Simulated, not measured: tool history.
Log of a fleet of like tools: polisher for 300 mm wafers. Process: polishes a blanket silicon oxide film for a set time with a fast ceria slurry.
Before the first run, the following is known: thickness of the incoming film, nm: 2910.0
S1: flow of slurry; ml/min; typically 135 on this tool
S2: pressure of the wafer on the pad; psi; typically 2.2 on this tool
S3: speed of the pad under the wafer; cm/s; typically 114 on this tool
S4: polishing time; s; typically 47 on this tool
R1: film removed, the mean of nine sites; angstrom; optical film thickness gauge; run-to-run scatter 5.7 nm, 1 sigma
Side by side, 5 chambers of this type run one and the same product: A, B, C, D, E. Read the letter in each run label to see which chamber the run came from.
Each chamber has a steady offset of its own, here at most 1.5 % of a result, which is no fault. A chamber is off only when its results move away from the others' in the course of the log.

run,day,S1,S2,S3,S4,R1
1A,0.371,135,2.2,114,47,5489.6
# day 0.7: chamber B: worn pad replaced by a new one
2E,0.883,135,2.2,114,47,5367.8
# day 1.154: chamber A: worn pad replaced by a new one
3B,1.467,135,2.2,114,47,5588.4
4D,1.975,135,2.2,114,47,5530.8
# day 2.479: chamber E: worn pad replaced by a new one
5C,2.525,135,2.2,114,47,5397
6B,2.862,135,2.2,114,47,5606.8
7C,3.496,135,2.2,114,47,5423
# day 3.571: chamber D: worn pad replaced by a new one
8A,3.792,135,2.2,114,47,5468.7
# day 3.867: chamber C: worn pad replaced by a new one
9E,4.292,135,2.2,114,47,5385.6
# day 4.5: chamber A: head pressure recalibrated
# day 4.508: chamber B: head pressure recalibrated
10D,4.925,135,2.2,114,47,5620.6
# day 4.983: chamber B: worn pad replaced by a new one
11A,5.467,135,2.2,114,47,5452
# day 5.696: chamber A: worn pad replaced by a new one
12E,5.983,135,2.2,114,47,5628.3
13B,6.421,135,2.5,114,47,6201.8
14D,6.758,135,2.5,114,47,6259.4
# day 6.892: chamber D: head pressure recalibrated
# day 6.971: chamber E: worn pad replaced by a new one
# day 7.1: chamber D: worn pad replaced by a new one
15C,7.108,135,2.5,114,47,6076
16D,7.7,135,2.5,114,47,6247.5
17C,8.05,135,2.5,114,47,6104.2
# day 8.288: chamber C: worn pad replaced by a new one
18E,8.333,135,2.2,114,47,5623
# day 8.579: chamber B: worn pad replaced by a new one
# day 8.638: chamber A: slurry nozzle cleaned
19A,8.696,135,2.2,114,47,5524.3
# day 8.917: chamber C: slurry nozzle cleaned
20B,9.279,135,2.2,114,47,5496.6
21E,9.812,135,2.2,114,47,5639
# day 10.183: chamber A: worn pad replaced by a new one
22D,10.3,135,2.2,114,47,5513.9
23B,10.908,135,2.2,114,47,5607.8
# day 11.283: chamber E: worn pad replaced by a new one
# day 11.504: chamber D: worn pad replaced by a new one
24C,11.521,135,2.2,114,47,5369.9
25A,12.058,135,2.2,114,47,5553.1
# day 12.075: chamber B: worn pad replaced by a new one
26D,12.442,135,2.2,114,47,5452.4
# day 12.738: chamber E: slurry nozzle cleaned
27B,12.9,135,2.2,114,47,5516.2
# day 13.304: chamber C: worn pad replaced by a new one
28E,13.308,135,2.2,114,47,5985.2
29C,13.9,135,2.2,114,47,5447.2
# day 14.075: chamber A: worn pad replaced by a new one
30A,14.283,135,2.2,114,47,5509.3
31A,14.921,135,1.5,130,47,4319.2
# day 15.125: chamber E: worn pad replaced by a new one
32E,15.471,135,1.5,130,47,4502.4
# day 15.475: chamber B: worn pad replaced by a new one
33D,15.958,135,1.5,130,47,4334.4
# day 16.029: chamber D: worn pad replaced by a new one
34B,16.321,135,1.5,130,47,4268.9
35C,16.821,135,1.5,130,47,4183.2
# day 17.025: chamber D: slurry nozzle cleaned
36B,17.362,135,2.2,114,47,5638.9
# day 17.379: chamber C: worn pad replaced by a new one
37E,17.754,135,2.2,114,47,5937.6
38D,18.392,135,2.2,114,47,5528.1
# day 18.546: chamber A: worn pad replaced by a new one
39C,18.879,135,2.2,114,47,5510.3
# day 19.033: chamber B: worn pad replaced by a new one
40A,19.438,135,2.2,114,47,5457.7
41B,19.829,135,2.2,114,47,5491.3

One chamber off, gauge drift, or nothing amiss beyond the chambers' own small offsets? If it is a chamber, which one, and what is the likeliest cause?

Little by little, chamber E moves away from the other chambers.
What lies behind it: head's pressure above its setpoint, % = 9.14.

Below are 4 candidate recipes for chamber E's next run, each the usual settings with a change, their results shown as question marks. Which of them brings E's results back in line with what the other chambers give on the usual settings?
In-line tolerance around the mean of the other chambers on the usual settings: R1 200 angstrom
42E-1,20.296,135,2.2,116,47,?
42E-2,20.296,135,2.2,110,45,?
42E-3,20.296,135,2.2,112,47,?
42E-4,20.296,135,2.3,116,48,?

Usual-settings mean across the other chambers: R1 5483.6 angstrom
run,R1
42E-1,6036
42E-2,5484.6
42E-3,5830.9
42E-4,6448.8
The answer is 42E-2, which returns the chamber to within the allowed miss of the others.
